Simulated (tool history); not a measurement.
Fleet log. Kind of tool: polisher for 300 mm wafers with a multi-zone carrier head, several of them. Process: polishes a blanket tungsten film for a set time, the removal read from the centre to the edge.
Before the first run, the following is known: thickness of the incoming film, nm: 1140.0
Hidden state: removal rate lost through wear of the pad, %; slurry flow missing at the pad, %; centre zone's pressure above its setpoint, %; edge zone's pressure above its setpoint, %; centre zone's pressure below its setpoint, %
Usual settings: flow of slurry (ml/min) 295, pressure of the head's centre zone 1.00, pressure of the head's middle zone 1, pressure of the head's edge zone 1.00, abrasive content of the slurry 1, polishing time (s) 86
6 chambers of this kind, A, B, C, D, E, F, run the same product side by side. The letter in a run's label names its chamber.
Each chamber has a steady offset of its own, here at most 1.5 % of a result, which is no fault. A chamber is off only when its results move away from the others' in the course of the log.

run   hour  flow of slurry (ml/min)  pressure of the head's centre zone  pressure of the head's middle zone  pressure of the head's edge zone  abrasive content of the slurry  polishing time (s)  wafers polished on this pad  hours since the slurry nozzle was cleaned  hours since the centre zone pressure was calibrated  hours since the edge zone pressure was calibrated  film removed at the wafer's centre (nm)  film removed at mid-radius (nm)  film removed at the wafer's edge (nm)
 1A    8.4                      295                                1.00                                   1                              1.00                               1                  86                          882                                      288.2                                                373.6                                               48.0                                   261.77                           267.41                                 259.56
      17.4  -- chamber E: worn pad replaced by a new one
 2E   21.8                      295                                1.00                                   1                              1.00                               1                  86                           57                                      166.7                                                807.9                                             1167.8                                   260.52                           263.38                                 256.08
      27.4  -- chamber F: worn pad replaced by a new one
      33.0  -- chamber A: worn pad replaced by a new one
 3F   33.2                      295                                1.00                                   1                              1.00                               1                  86                           75                                      210.3                                                216.6                                              473.0                                   263.11                           254.87                                 270.11
      36.2  -- chamber E: edge zone pressure recalibrated
      39.4  -- chamber A: slurry nozzle cleaned
      42.8  -- chamber B: worn pad replaced by a new one
 4B   43.8                      295                                1.00                                   1                              1.00                               1                  86                           14                                      403.4                                                229.0                                              305.7                                   262.99                           257.37                                 261.29
 5C   55.3                      295                                1.05                                   1                              1.00                               1                  86                         1061                                       95.2                                                602.2                                              530.0                                   275.96                           263.32                                 255.36
 6D   68.9                      295                                1.05                                   1                              1.00                               1                  86                         1668                                      146.0                                                238.4                                              135.2                                   273.87                           259.41                                 257.07
      79.6  -- chamber C: worn pad replaced by a new one
      79.8  -- chamber F: edge zone pressure recalibrated
 7B   84.1                      295                                1.05                                   1                              1.00                               1                  86                          532                                      443.7                                                269.3                                              346.0                                   273.20                           263.37                                 254.33
 8A   99.2                      295                                1.05                                   1                              1.00                               1                  86                          852                                       59.9                                                464.4                                              138.8                                   277.17                           270.55                                 255.00
 9D  111.5                      295                                1.05                                   1                              1.00                               1                  86                         2216                                      188.6                                                281.0                                              177.8                                   270.73                           263.46                                 261.57
     115.4  -- chamber E: worn pad replaced by a new one
     119.7  -- chamber B: worn pad replaced by a new one
10F  121.3                      295                                1.05                                   1                              1.00                               1                  86                         1208                                      298.4                                                304.7                                               41.6                                   277.53                           263.21                                 263.83
     126.2  -- chamber A: worn pad replaced by a new one
11C  131.2                      295                                1.00                                   1                              1.00                               1                  86                          663                                      171.1                                                678.1                                              605.9                                   259.14                           261.85                                 263.90
12E  143.0                      295                                1.00                                   1                              1.00                               1                  86                          355                                      287.9                                                929.1                                              106.9                                   255.76                           259.07                                 255.11
     144.9  -- chamber F: worn pad replaced by a new one
13B  150.3                      295                                1.00                                   1                              1.00                               1                  86                          394                                      509.9                                                335.5                                              412.2                                   259.90                           262.24                                 262.97
     158.4  -- chamber A: centre zone pressure recalibrated
14A  164.1                      295                                1.00                                   1                              1.00                               1                  86                          488                                      124.8                                                  5.8                                              203.7                                   263.55                           260.15                                 262.39
     166.0  -- chamber B: edge zone pressure recalibrated
     166.3  -- chamber C: worn pad replaced by a new one
15D  171.5                      295                                1.00                                   1                              1.00                               1                  86                         2988                                      248.6                                                341.0                                              237.8                                   251.36                           254.97                                 259.44
     175.7  -- chamber C: slurry nozzle cleaned
16F  186.4                      295                                1.00                                   1                              1.00                               1                  86                          534                                      363.5                                                369.8                                              106.7                                   256.43                           262.82                                 257.92
17C  200.7                      360                                1.00                                   1                              1.00                               1                  86                          442                                       25.1                                                747.6                                              675.4                                   267.39                           264.64                                 260.54
     203.5  -- chamber E: worn pad replaced by a new one
18E  209.2                      360                                1.00                                   1                              1.00                               1                  86                           73                                      354.1                                                995.3                                              173.1                                   265.45                           271.51                                 262.12
     210.9  -- chamber A: worn pad replaced by a new one
19B  220.0                      360                                1.00                                   1                              1.00                               1                  86                         1291                                      579.6                                                405.2                                               54.1                                   267.80                           260.91                                 264.48
     221.4  -- chamber B: worn pad replaced by a new one
20D  231.9                      360                                1.00                                   1                              1.00                               1                  86                         3765                                      309.0                                                401.4                                              298.2                                   254.60                           257.12                                 260.29
     234.1  -- chamber C: edge zone pressure recalibrated
     238.5  -- chamber F: worn pad replaced by a new one
     242.4  -- chamber E: slurry nozzle cleaned
21E  245.4                      360                                1.00                                   1                              1.00                               1                  86                          539                                        3.1                                               1031.5                                              209.3                                   267.36                           267.43                                 260.77
22A  253.6                      360                                1.00                                   1                              1.00                               1                  86                          550                                      214.3                                                 95.3                                              293.2                                   271.25                           266.78                                 271.45
     258.4  -- chamber C: worn pad replaced by a new one
23C  260.4                      295                                1.00                                   1                              1.00                               1                  86                           25                                       84.8                                                807.3                                               26.4                                   257.71                           258.69                                 257.09
24F  271.4                      295                                1.00                                   1                              1.00                               1                  86                          424                                      448.5                                                454.8                                              191.7                                   262.48                           261.67                                 257.98
     279.1  -- chamber B: slurry nozzle cleaned
25A  279.2                      295                                1.00                                   1                              1.00                               1                  86                          879                                      239.9                                                120.9                                              318.8                                   259.62                           263.23                                 263.03
26D  287.0                      295                                1.00                                   1                              1.00                               1                  86                         4474                                      364.1                                                456.5                                              353.3                                   247.43                           249.00                                 250.99
27C  297.7                      295                                1.00                                   1                              1.00                               1                  86                          505                                      122.1                                                844.6                                               63.7                                   262.66                           260.01                                 255.56
     304.9  -- chamber A: worn pad replaced by a new one
28E  307.0                      295                                1.00                                   1                              1.00                               1                  86                         1331                                       64.7                                               1093.1                                              270.9                                   261.84                           261.62                                 255.41
     311.5  -- chamber B: worn pad replaced by a new one
     314.0  -- chamber E: worn pad replaced by a new one
29B  320.4                      295                                1.00                                   1                              1.00                               1                  86                          115                                       41.4                                                505.6                                              154.5                                   261.70                           265.31                                 261.87
30F  327.5                      295                                1.00                                   1                              1.00                               1                  86                         1145                                      504.6                                                510.9                                              247.8                                   263.40                           262.13                                 262.89
31A  341.8                      295                                1.00                                   1                              1.00                               1                  86                          475                                      302.5                                                183.5                                              381.4                                   260.93                           268.85                                 261.31
     343.4  -- chamber F: worn pad replaced by a new one
32B  353.7                      295                                1.00                                   1                              1.00                               1                  86                          544                                       74.7                                                538.9                                              187.8                                   262.50                           254.34                                 261.33
33F  364.9                      295                                1.00                                   1                              1.00                               1                  86                          276                                      542.0                                                548.3                                              285.2                                   262.40                           261.85                                 267.15
     366.7  -- chamber C: worn pad replaced by a new one
34C  372.2                      195                                1.00                                   1                              1.09                               1                  86                           71                                      196.6                                                919.1                                              138.2                                   248.65                           248.39                                 257.93
35E  386.5                      195                                1.00                                   1                              1.09                               1                  86                          933                                      144.2                                               1172.6                                              350.4                                   246.30                           246.03                                 262.86
36D  401.7                      195                                1.00                                   1                              1.09                               1                  86                         5949                                      478.8                                                571.2                                              468.0                                   228.80                           229.45                                 244.27
     405.4  -- chamber E: worn pad replaced by a new one
37E  416.3                      195                                1.00                                   1                              1.09                               1                  86                          140                                      174.0                                               1202.4                                              380.2                                   243.92                           246.13                                 261.28
38D  430.8                      195                                1.00                                   1                              1.09                               1                  86                         6324                                      507.9                                                600.3                                              497.1                                   225.22                           224.50                                 247.07
39F  444.3                      195                                1.00                                   1                              1.09                               1                  86                         1298                                      621.4                                                627.7                                              364.6                                   247.16                           249.01                                 264.35

Read the log: is a single chamber off, either drifting away or since a service, is the gauge that measures every chamber drifting, or is nothing wrong beyond small per-chamber offsets? Name any odd chamber and what most likely caused it.

Little by little, chamber D moves away from the other chambers.
Likeliest cause: removal rate lost through wear of the pad, % = 7.36.
Not necessarily distinguishable in this log from: slurry flow missing at the pad, %.

Below are 4 candidate recipes for chamber D's next run, each the usual settings with a change, their results shown as question marks. Which of them brings D's results back in line with what the other chambers give on the usual settings?
Maximum distance from the other chambers' mean on the usual settings for a result to count as in line: film removed at the wafer's centre (nm) 8.00; film removed at mid-radius (nm) 13.00; film removed at the wafer's edge (nm) 9.80
40D-1  455.3                      300                                1.01                                1.02                              0.99                               1                  92                                                                                                                                                                                                                        ?                                ?                                      ?
40D-2  455.3                      290                                0.98                                0.97                              1.02                               1                  75                                                                                                                                                                                                                        ?                                ?                                      ?
40D-3  455.3                      300                                1.02                                1.03                              0.98                               1                  98                                                                                                                                                                                                                        ?                                ?                                      ?
40D-4  455.3                      290                                0.99                                0.98                              1.01                               1                  80                                                                                                                                                                                                                        ?                                ?                                      ?

On the usual settings, the other chambers give on average: film removed at the wafer's centre (nm) 261.80; film removed at mid-radius (nm) 261.44; film removed at the wafer's edge (nm) 259.73
  run  film removed at the wafer's centre (nm)  film removed at mid-radius (nm)  film removed at the wafer's edge (nm)
40D-1                                   259.13                           262.06                                 256.82
40D-2                                   203.52                           203.46                                 212.27
40D-3                                   279.06                           281.62                                 272.09
40D-4                                   219.54                           219.04                                 225.22
40D-1 brings the chamber back in line.

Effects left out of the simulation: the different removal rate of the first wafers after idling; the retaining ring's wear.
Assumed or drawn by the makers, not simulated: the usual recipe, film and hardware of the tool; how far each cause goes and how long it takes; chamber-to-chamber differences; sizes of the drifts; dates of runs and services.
